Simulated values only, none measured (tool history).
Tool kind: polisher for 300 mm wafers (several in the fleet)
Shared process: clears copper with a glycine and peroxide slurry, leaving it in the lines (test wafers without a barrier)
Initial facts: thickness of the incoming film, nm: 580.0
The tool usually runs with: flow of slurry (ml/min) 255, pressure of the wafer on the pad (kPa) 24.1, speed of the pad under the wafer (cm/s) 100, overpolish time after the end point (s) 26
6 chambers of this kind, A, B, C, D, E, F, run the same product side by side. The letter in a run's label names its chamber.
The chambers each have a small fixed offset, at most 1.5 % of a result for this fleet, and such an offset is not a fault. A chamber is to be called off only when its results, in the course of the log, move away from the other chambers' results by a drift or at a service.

run   hour  flow of slurry (ml/min)  pressure of the wafer on the pad (kPa)  speed of the pad under the wafer (cm/s)  overpolish time after the end point (s)  wafers polished on this pad  hours since the slurry nozzle was cleaned  hours since the head pressure was calibrated  time until the end point was called (s)  dishing of a wide line in a test structure (Å)
 1C    5.8                      255                                    24.1                                      100                                       26                          388                                      261.1                                           404                                    93.95                                          884.19
 2B   15.8                      255                                    24.1                                      100                                       26                          646                                       90.9                                         993.2                                   96.934                                          896.97
      16.5  -- chamber F: worn pad replaced by a new one
      19.3  -- chamber E: worn pad replaced by a new one
 3E     23                      255                                    24.1                                      100                                       26                           42                                      203.3                                         398.3                                   94.304                                          879.62
      31.3  -- chamber C: worn pad replaced by a new one
 4D   31.8                      255                                    24.1                                      100                                       26                          952                                      131.3                                         749.9                                    95.65                                          898.61
      34.3  -- chamber D: worn pad replaced by a new one
 5A   37.6                      255                                    24.1                                      100                                       26                          938                                      177.8                                          79.7                                   97.681                                          918.59
      45.2  -- chamber B: worn pad replaced by a new one
 6F   47.9                      255                                    24.1                                      100                                       26                          360                                      244.1                                          53.9                                   96.007                                          942.25
 7E   56.4                      255                                    24.1                                      100                                       26                          424                                      236.7                                         431.7                                   95.386                                          907.32
 8B   65.3                      255                                    24.1                                      100                                       26                          230                                      140.4                                        1042.7                                   96.805                                          906.99
 9D     70                      340                                    24.1                                       86                                       26                          408                                      169.5                                         788.1                                   106.38                                          829.12
10F   79.1                      340                                    24.1                                       86                                       26                          717                                      275.3                                          85.1                                    106.2                                          819.01
11A   88.1                      340                                    24.1                                       86                                       26                         1516                                      228.3                                         130.2                                   105.68                                          812.87
12C   93.6                      340                                    24.1                                       86                                       26                          713                                      348.9                                         491.8                                   104.37                                          821.56
      98.4  -- chamber C: worn pad replaced by a new one
13C   98.8                      340                                    24.1                                       86                                       26                            5                                      354.1                                           497                                   105.54                                          823.06
     100.1  -- chamber F: worn pad replaced by a new one
14A  108.8                      340                                    24.1                                       86                                       26                         1752                                        249                                         150.9                                   106.24                                          830.94
     109.3  -- chamber E: worn pad replaced by a new one
15D  117.9                      255                                    24.1                                      100                                       26                          956                                      217.4                                           836                                   96.217                                          891.63
     119.8  -- chamber B: worn pad replaced by a new one
16E  126.7                      255                                    24.1                                      100                                       26                          200                                        307                                           502                                   94.826                                          880.51
     130.7  -- chamber F: slurry nozzle cleaned
     131.2  -- chamber D: worn pad replaced by a new one
17F  136.6                      255                                    24.1                                      100                                       35                          417                                          6                                         142.6                                   96.846                                          1108.3
18B  144.2                      255                                    24.1                                      100                                       35                          280                                      219.3                                        1121.6                                   95.013                                          1077.4
19F  153.9                      255                                    24.1                                      100                                       35                          615                                       23.3                                         159.9                                   96.412                                          1071.1
20E  163.6                      255                                    24.1                                      100                                       35                          622                                      343.9                                         538.9                                   95.959                                          1095.2
     166.5  -- chamber E: slurry nozzle cleaned
21A  168.2                      255                                    24.1                                      100                                       35                         2432                                      308.4                                         210.3                                   94.479                                          1109.9
     170.9  -- chamber C: worn pad replaced by a new one
22B  176.7                      255                                    24.1                                      100                                       35                          651                                      251.8                                        1154.1                                   96.338                                          1094.9
23C    183                      255                                    24.1                                      100                                       26                          139                                      438.3                                         581.2                                   94.292                                          929.73
     185.4  -- chamber F: worn pad replaced by a new one
24D  191.8                      255                                    24.1                                      100                                       26                          693                                      291.3                                         909.9                                   96.106                                          897.63
     199.7  -- chamber B: worn pad replaced by a new one
25E  200.8                      255                                    24.1                                      100                                       26                         1047                                       34.3                                         576.1                                   94.105                                          901.04
     205.8  -- chamber E: worn pad replaced by a new one
     209.4  -- chamber D: worn pad replaced by a new one
26D  210.1                      255                                    24.1                                      100                                       26                            9                                      309.6                                         928.2                                   97.944                                          875.69
27C  216.9                      255                                    24.1                                      100                                       26                          527                                      472.2                                         615.1                                     96.7                                          872.01
28B  221.9                      255                                    24.1                                      100                                       26                          254                                        297                                        1199.3                                    97.12                                          900.41
29F  232.1                      255                                    24.1                                      100                                       26                          535                                      101.5                                         238.1                                   95.239                                          891.51
       238  -- chamber C: worn pad replaced by a new one
30A  238.8                      255                                    24.1                                      100                                       26                         3239                                        379                                         280.9                                   100.43                                          857.61
31B  248.6                      255                                    24.1                                      100                                       26                          560                                      323.7                                          1226                                   97.739                                          905.49
     253.3  -- chamber D: slurry nozzle cleaned
       256  -- chamber C: slurry nozzle cleaned
32E  258.6                      255                                    24.1                                      100                                       26                          604                                       92.1                                         633.9                                    97.31                                          898.82
33C    266                      255                                    24.1                                      100                                       26                          320                                         10                                         664.2                                   94.195                                          875.98
     266.2  -- chamber F: worn pad replaced by a new one
     270.1  -- chamber B: worn pad replaced by a new one
34A  274.7                      255                                    24.1                                       84                                       26                         3650                                      414.9                                         316.8                                    118.6                                          758.93
35F  281.2                      255                                    24.1                                       84                                       26                          172                                      150.6                                         287.2                                   110.27                                           806.5
36D  287.8                      255                                    24.1                                       84                                       26                          897                                       34.6                                        1005.9                                   110.93                                          767.29
     291.5  -- chamber E: worn pad replaced by a new one
37D  294.2                      255                                    24.1                                       84                                       26                          971                                         41                                        1012.3                                   110.44                                             795
     296.1  -- chamber A: head pressure recalibrated
38E  300.4                      255                                    24.1                                       84                                       26                          102                                      133.9                                         675.7                                   109.11                                          816.72
     301.5  -- chamber C: worn pad replaced by a new one
39B  308.8                      255                                    24.1                                       84                                       26                          443                                      383.9                                        1286.2                                   112.73                                          822.06
40F  313.4                      255                                    24.1                                      100                                       26                          540                                      182.8                                         319.4                                   94.765                                          880.08
41A  322.3                      255                                    24.1                                      100                                       26                         4194                                      462.5                                          26.3                                   106.15                                          831.75
42C  329.1                      255                                    24.1                                      100                                       26                          316                                       73.1                                         727.3                                   97.558                                          880.61
43A  334.2                      255                                    24.1                                      100                                       26                         4331                                      474.4                                          38.2                                   107.23                                             806

Is one chamber out of step, is the gauge drifting, or do the chambers differ by no more than their own small offsets? For an off chamber, give its letter and the likeliest cause.

Little by little, chamber A moves away from the other chambers.
Most likely cause: removal rate lost through wear of the pad, % = 11.8.

Here are 4 candidates for chamber A's next run, each the usual settings with a change, their results left as question marks. Which one brings its results back in line with what the others give on the usual settings?
Counts as in line when no further than this from what the other chambers average on the usual settings: time until the end point was called (s) 4.2; dishing of a wide line in a test structure (Å) 66
44A-1  341.5                      250                                    21.4                                       88                                       26                                                                                                                                                              ?                                               ?
44A-2  341.5                      260                                    26.9                                      112                                       26                                                                                                                                                              ?                                               ?
44A-3  341.5                      255                                    25.5                                      108                                       26                                                                                                                                                              ?                                               ?
44A-4  341.5                      255                                    22.8                                       92                                       26                                                                                                                                                              ?                                               ?

The mean the other chambers reach with the usual settings: time until the end point was called (s) 95.778; dishing of a wide line in a test structure (Å) 891.65
  run  time until the end point was called (s)  dishing of a wide line in a test structure (Å)
44A-1                                   133.42                                          686.67
44A-2                                   88.796                                          924.88
44A-3                                    96.22                                          873.56
44A-4                                   121.79                                          736.89
44A-3 brings the chamber back in line.
